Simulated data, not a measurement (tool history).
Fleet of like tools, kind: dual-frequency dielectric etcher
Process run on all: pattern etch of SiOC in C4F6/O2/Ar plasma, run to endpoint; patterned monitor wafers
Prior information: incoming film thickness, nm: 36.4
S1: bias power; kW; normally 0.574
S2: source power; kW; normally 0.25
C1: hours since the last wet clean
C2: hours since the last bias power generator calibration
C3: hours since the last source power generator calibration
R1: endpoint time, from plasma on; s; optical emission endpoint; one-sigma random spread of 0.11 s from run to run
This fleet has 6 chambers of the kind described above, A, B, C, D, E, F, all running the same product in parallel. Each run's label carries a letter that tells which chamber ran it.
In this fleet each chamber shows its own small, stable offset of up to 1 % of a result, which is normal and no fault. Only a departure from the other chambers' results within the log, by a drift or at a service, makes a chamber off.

run 1A hour=10.4 | S1=0.574 S2=0.25 | C1=156.4 C2=2654.8 C3=282.3 | R1=13.801
run 2E hour=21.1 | S1=0.574 S2=0.25 | C1=314.8 C2=1151.7 C3=944.7 | R1=13.628
-- hour=24.7 chamber F: wet clean of the chamber
run 3B hour=35.4 | S1=0.574 S2=0.25 | C1=323.5 C2=1529.7 C3=636.1 | R1=13.829
run 4F hour=44.2 | S1=0.574 S2=0.25 | C1=19.5 C2=2697.7 C3=349.9 | R1=13.834
run 5C hour=58.7 | S1=0.574 S2=0.25 | C1=371.3 C2=4308.6 C3=261.5 | R1=13.705
run 6D hour=66.1 | S1=0.574 S2=0.25 | C1=214 C2=1093 C3=1366.8 | R1=13.846
run 7A hour=81.4 | S1=0.574 S2=0.25 | C1=227.4 C2=2725.8 C3=353.3 | R1=14.064
run 8B hour=95.4 | S1=0.574 S2=0.2 | C1=383.5 C2=1589.7 C3=696.1 | R1=14.843
run 9F hour=106.3 | S1=0.574 S2=0.2 | C1=81.6 C2=2759.8 C3=412 | R1=14.887
run 10D hour=114.5 | S1=0.574 S2=0.2 | C1=262.4 C2=1141.4 C3=1415.2 | R1=15.259
run 11E hour=130.4 | S1=0.574 S2=0.2 | C1=424.1 C2=1261 C3=1054 | R1=14.955
run 12C hour=141.2 | S1=0.574 S2=0.2 | C1=453.8 C2=4391.1 C3=344 | R1=15.033
-- hour=152 chamber A: bias power generator calibrated
run 13B hour=154.6 | S1=0.574 S2=0.2 | C1=442.7 C2=1648.9 C3=755.3 | R1=14.916
run 14C hour=170.6 | S1=0.574 S2=0.25 | C1=483.2 C2=4420.5 C3=373.4 | R1=13.49
-- hour=178.3 chamber A: wet clean of the chamber
run 15E hour=178.3 | S1=0.574 S2=0.25 | C1=472 C2=1308.9 C3=1101.9 | R1=13.577
run 16A hour=192.2 | S1=0.574 S2=0.25 | C1=13.9 C2=40.3 C3=464.1 | R1=13.891
run 17D hour=206.4 | S1=0.574 S2=0.23 | C1=354.3 C2=1233.3 C3=1507.1 | R1=14.187
run 18F hour=219.3 | S1=0.574 S2=0.23 | C1=194.6 C2=2872.8 C3=525 | R1=14.272
run 19C hour=233.3 | S1=0.574 S2=0.23 | C1=545.9 C2=4483.2 C3=436.1 | R1=14.342
run 20E hour=241.3 | S1=0.574 S2=0.23 | C1=535 C2=1371.9 C3=1164.9 | R1=14.126
-- hour=252.3 chamber C: wet clean of the chamber
run 21D hour=257.6 | S1=0.574 S2=0.23 | C1=405.5 C2=1284.5 C3=1558.3 | R1=14.391
run 22B hour=269.2 | S1=0.574 S2=0.23 | C1=557.3 C2=1763.5 C3=869.9 | R1=14.311
run 23A hour=276.4 | S1=0.574 S2=0.25 | C1=98.1 C2=124.5 C3=548.3 | R1=13.832
run 24F hour=288.7 | S1=0.574 S2=0.25 | C1=264 C2=2942.2 C3=594.4 | R1=13.743
-- hour=290.9 chamber D: wet clean of the chamber
run 25E hour=302 | S1=0.681 S2=0.2 | C1=595.7 C2=1432.6 C3=1225.6 | R1=14.06
-- hour=311.9 chamber E: wet clean of the chamber
run 26D hour=312.9 | S1=0.681 S2=0.2 | C1=22.1 C2=1339.8 C3=1613.6 | R1=14.006
-- hour=317.9 chamber B: wet clean of the chamber
run 27B hour=326.3 | S1=0.681 S2=0.2 | C1=8.5 C2=1820.6 C3=927 | R1=13.974
run 28C hour=339.3 | S1=0.681 S2=0.2 | C1=87 C2=4589.2 C3=542.1 | R1=13.794
-- hour=347.4 chamber C: bias power generator calibrated
run 29F hour=354.1 | S1=0.681 S2=0.2 | C1=329.4 C2=3007.6 C3=659.8 | R1=14.171
run 30A hour=368.6 | S1=0.681 S2=0.2 | C1=190.3 C2=216.7 C3=640.5 | R1=14.127
run 31D hour=380.6 | S1=0.574 S2=0.25 | C1=89.8 C2=1407.5 C3=1681.3 | R1=13.891
run 32B hour=392.8 | S1=0.574 S2=0.25 | C1=75 C2=1887.1 C3=993.5 | R1=13.687
run 33E hour=403.8 | S1=0.574 S2=0.25 | C1=91.9 C2=1534.4 C3=1327.4 | R1=13.82
run 34C hour=412.9 | S1=0.574 S2=0.25 | C1=160.6 C2=65.5 C3=615.7 | R1=13.79
run 35A hour=425.4 | S1=0.574 S2=0.25 | C1=247.1 C2=273.5 C3=697.3 | R1=14.005
run 36F hour=433.5 | S1=0.574 S2=0.25 | C1=408.8 C2=3087 C3=739.2 | R1=13.726
run 37B hour=449.2 | S1=0.574 S2=0.25 | C1=131.4 C2=1943.5 C3=1049.9 | R1=13.782
run 38E hour=464.1 | S1=0.574 S2=0.25 | C1=152.2 C2=1594.7 C3=1387.7 | R1=13.853
run 39F hour=473.7 | S1=0.574 S2=0.25 | C1=449 C2=3127.2 C3=779.4 | R1=14.069
run 40D hour=483.5 | S1=0.479 S2=0.27 | C1=192.7 C2=1510.4 C3=1784.2 | R1=14.488
run 41A hour=495.9 | S1=0.479 S2=0.27 | C1=317.6 C2=344 C3=767.8 | R1=14.45
run 42C hour=506.2 | S1=0.479 S2=0.27 | C1=253.9 C2=158.8 C3=709 | R1=14.374
run 43E hour=516 | S1=0.479 S2=0.27 | C1=204.1 C2=1646.6 C3=1439.6 | R1=14.478

Which is it: a chamber that has drifted or been left off by a service, a gauge drift common to all chambers, or only each chamber's usual small offset? If a chamber is off, name it and its likeliest cause.

The fleet is healthy, with each chamber sitting at its usual small offset and no drift in the gauge.

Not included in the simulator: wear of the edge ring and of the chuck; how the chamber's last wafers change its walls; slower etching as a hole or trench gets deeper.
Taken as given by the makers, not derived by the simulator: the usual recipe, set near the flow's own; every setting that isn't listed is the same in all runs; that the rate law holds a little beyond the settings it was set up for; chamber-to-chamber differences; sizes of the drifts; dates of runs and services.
